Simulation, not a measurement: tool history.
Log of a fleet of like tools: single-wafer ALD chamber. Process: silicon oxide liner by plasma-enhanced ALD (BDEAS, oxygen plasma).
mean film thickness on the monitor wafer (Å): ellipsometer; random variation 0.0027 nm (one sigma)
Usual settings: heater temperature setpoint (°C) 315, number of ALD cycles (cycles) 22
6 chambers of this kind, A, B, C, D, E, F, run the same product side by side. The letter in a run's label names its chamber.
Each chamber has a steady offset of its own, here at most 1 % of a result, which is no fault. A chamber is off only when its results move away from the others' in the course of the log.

| run | hour | heater temperature setpoint (°C) | number of ALD cycles (cycles) | hours since the last thermocouple change | read-back reference wafer on the same gauge, thickness_nm | mean film thickness on the monitor wafer (Å) |
|---|---|---|---|---|---|---|
| 1C | 6.9 | 315 | 22 | 1672.3 | 2.2199 | 20.163 |
| 2F | 14.7 | 315 | 22 | 747.8 | 2.2194 | 20.136 |
| 3B | 21.1 | 315 | 22 | 653.4 | 2.2186 | 20.1 |
| 4A | 29.1 | 315 | 22 | 909.8 | 2.2183 | 20.023 |
| 5E | 37.2 | 315 | 22 | 1546.7 | 2.2193 | 20.117 |
| 6D | 47.7 | 315 | 22 | 60.9 | 2.2186 | 20.002 |
| 7A | 53.4 | 315 | 22 | 934.1 | 2.2181 | 19.96 |
| 8D | 59.5 | 305 | 24 | 72.7 | 2.2187 | 22.152 |
| 9E | 65.8 | 305 | 24 | 1575.3 | 2.2177 | 22.152 |
| 10F | 72.5 | 305 | 24 | 805.6 | 2.2176 | 22.237 |
| 11C | 82.6 | 305 | 24 | 1748 | 2.2177 | 22.313 |
| 12B | 93.7 | 305 | 24 | 726 | 2.217 | 22.264 |
| 13D | 103.1 | 305 | 24 | 116.3 | 2.216 | 22.144 |
| 14B | 113.6 | 315 | 22 | 745.9 | 2.2158 | 20.05 |
| 15E | 120.5 | 315 | 22 | 1630 | 2.2152 | 20.084 |
| 16A | 125.8 | 315 | 22 | 1006.5 | 2.2149 | 20.018 |
| 17C | 134.7 | 315 | 22 | 1800.1 | 2.2149 | 20.117 |
| 18F | 144.1 | 315 | 22 | 877.2 | 2.215 | 20.111 |
| 19A | 152.7 | 315 | 22 | 1033.4 | 2.2155 | 19.995 |
| 20C | 159.7 | 315 | 22 | 1825.1 | 2.2148 | 20.122 |
| 21E | 168.8 | 315 | 22 | 1678.3 | 2.2142 | 19.977 |
| 22B | 173.9 | 315 | 22 | 806.2 | 2.2142 | 20.052 |
| 23D | 180.8 | 315 | 22 | 194 | 2.2143 | 20.014 |
| 24F | 190.6 | 315 | 22 | 923.7 | 2.2133 | 20.09 |
| 25B | 197.5 | 315 | 22 | 829.8 | 2.2136 | 19.99 |
| 26E | 206.4 | 315 | 22 | 1715.9 | 2.2129 | 19.999 |
| 27A | 217 | 315 | 22 | 1097.7 | 2.212 | 19.94 |
| 28D | 227.8 | 315 | 22 | 241 | 2.2121 | 19.977 |
| 29F | 232.8 | 315 | 22 | 965.9 | 2.2127 | 20.073 |
| 30C | 239.3 | 315 | 22 | 1904.7 | 2.2119 | 20.041 |
| 31A | 250.4 | 315 | 22 | 1131.1 | 2.2106 | 19.953 |
| 32F | 257.3 | 315 | 22 | 990.4 | 2.2105 | 20.063 |
| 33B | 267.4 | 315 | 22 | 899.7 | 2.2101 | 19.994 |
| 34C | 278.1 | 315 | 22 | 1943.5 | 2.2105 | 20.062 |
| 35E | 288.8 | 315 | 22 | 1798.3 | 2.2104 | 19.955 |
| 36D | 299.5 | 315 | 22 | 312.7 | 2.2097 | 20.006 |
| 37D | 307.2 | 315 | 22 | 320.4 | 2.2098 | 19.937 |
| 38E | 318.1 | 315 | 22 | 1827.6 | 2.209 | 19.956 |
| 39F | 327.2 | 315 | 22 | 1060.3 | 2.209 | 20.056 |
| 40B | 334.6 | 315 | 22 | 966.9 | 2.2085 | 19.994 |
| 41A | 339.5 | 315 | 22 | 1220.2 | 2.2089 | 19.918 |
| 42C | 347.8 | 320 | 19 | 2013.2 | 2.2076 | 17.183 |
| 43E | 353 | 320 | 19 | 1862.5 | 2.2075 | 17.111 |

Is one chamber off against the others, does the gauge drift, or is nothing wrong? If a chamber is off, say which, and what the likeliest cause is.

The gauge drifts, so all chambers seem to drift together. No chamber is off.
Cause: gauge reads low (%) = 0.56.

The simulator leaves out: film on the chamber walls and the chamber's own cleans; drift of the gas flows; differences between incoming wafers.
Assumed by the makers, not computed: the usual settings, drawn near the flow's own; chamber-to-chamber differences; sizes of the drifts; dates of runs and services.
